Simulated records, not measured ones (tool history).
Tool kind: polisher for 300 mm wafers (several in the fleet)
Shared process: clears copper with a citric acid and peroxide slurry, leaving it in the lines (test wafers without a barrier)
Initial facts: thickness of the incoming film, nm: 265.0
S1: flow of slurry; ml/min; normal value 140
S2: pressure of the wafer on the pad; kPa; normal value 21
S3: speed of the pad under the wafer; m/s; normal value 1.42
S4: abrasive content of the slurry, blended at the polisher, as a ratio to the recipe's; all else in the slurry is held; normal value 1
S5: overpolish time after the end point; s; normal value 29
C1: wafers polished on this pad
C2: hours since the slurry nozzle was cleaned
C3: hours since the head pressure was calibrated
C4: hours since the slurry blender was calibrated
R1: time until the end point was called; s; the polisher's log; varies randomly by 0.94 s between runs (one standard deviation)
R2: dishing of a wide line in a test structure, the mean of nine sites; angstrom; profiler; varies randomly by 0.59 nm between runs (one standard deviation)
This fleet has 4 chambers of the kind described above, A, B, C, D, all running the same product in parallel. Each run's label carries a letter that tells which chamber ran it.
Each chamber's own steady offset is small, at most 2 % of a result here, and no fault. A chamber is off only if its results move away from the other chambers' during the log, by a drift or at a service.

run    day   S1  S2    S3  S4  S5    C1     C2     C3     C4      R1      R2
 1D  0.288  140  21  1.42   1  29   399   35.3  338.4  191.1  75.811  426.99
 2B  0.525  140  21  1.42   1  29   844  560.5  883.6  133.6  78.925  425.76
     0.608  -- chamber C: worn pad replaced by a new one
 3A  0.679  140  21  1.42   1  29   403  126.9   40.4  208.6  79.543  429.68
 4C  0.854  140  21  1.42   1  29    39  575.4  124.2  350.4  79.400  427.75
     0.925  -- chamber C: slurry blender recalibrated
 5A  1.012  140  21  1.42   1  29   456  134.9   48.4  216.6  78.782  416.37
 6C  1.221  140  21  1.42   1  29    97  584.2  133.0    7.1  80.744  430.46
 7B  1.458  140  21  1.42   1  29   992  582.9  906.0  156.0  79.383  427.25
 8D  1.621  140  21  1.42   1  29   610   67.3  370.4  223.1  79.568  426.39
     1.650  -- chamber B: worn pad replaced by a new one
 9B  1.904  140  21  1.42   1  29    40  593.6  916.7  166.7  78.364  422.14
10C  2.058  175  21  1.18   1  29   229  604.3  153.1   27.2  91.574  393.88
11D  2.304  175  21  1.18   1  29   718   83.7  386.8  239.5  92.752  401.37
12A  2.488  175  21  1.18   1  29   689  170.3   83.8  252.0  91.584  395.00
13B  2.696  175  21  1.18   1  29   165  612.6  935.7  185.7  91.390  402.45
14C  2.904  140  21  1.42   1  29   363  624.6  173.4   47.5  79.684  440.35
15A  3.112  140  21  1.42   1  29   788  185.3   98.8  267.0  78.144  409.99
16D  3.338  140  21  1.42   1  29   881  108.5  411.6  264.3  79.731  414.59
     3.446  -- chamber B: slurry nozzle cleaned
17C  3.604  140  21  1.42   1  29   474  641.4  190.2   64.3  80.908  418.76
     3.717  -- chamber C: worn pad replaced by a new one
18A  3.792  140  21  1.42   1  29   895  201.6  115.1  283.3  79.162  415.50
19D  4.062  140  21  1.42   1  29   996  125.9  429.0  281.7  81.815  411.80
20B  4.225  140  21  1.42   1  29   407   18.7  972.4  222.4  79.777  421.59
     4.321  -- chamber A: worn pad replaced by a new one
21C  4.379  140  21  1.42   1  29   105  660.0  208.8   82.9  78.591  431.70
22D  4.612  140  21  1.42   1  29  1083  139.1  442.2  294.9  82.240  410.14
23A  4.808  140  21  1.42   1  29    77  226.0  139.5  307.7  78.844  417.07
24B  5.004  140  21  1.42   1  29   530   37.4  991.1  241.1  77.922  430.36
25B  5.254  140  21  1.42   1  29   570   43.4  997.1  247.1  78.594  427.63

Next, all 4 chambers run the settings below, one line each with question marks for the results. What does each chamber give?
26A  5.462  180  21  1.42   1  29                   ?   ?
26B  5.462  180  21  1.42   1  29                   ?   ?
26C  5.462  180  21  1.42   1  29                   ?   ?
26D  5.462  180  21  1.42   1  29                   ?   ?

run      R1      R2
26A  76.416  435.68
26B  74.213  430.02
26C  75.493  430.27
26D  81.429  407.45

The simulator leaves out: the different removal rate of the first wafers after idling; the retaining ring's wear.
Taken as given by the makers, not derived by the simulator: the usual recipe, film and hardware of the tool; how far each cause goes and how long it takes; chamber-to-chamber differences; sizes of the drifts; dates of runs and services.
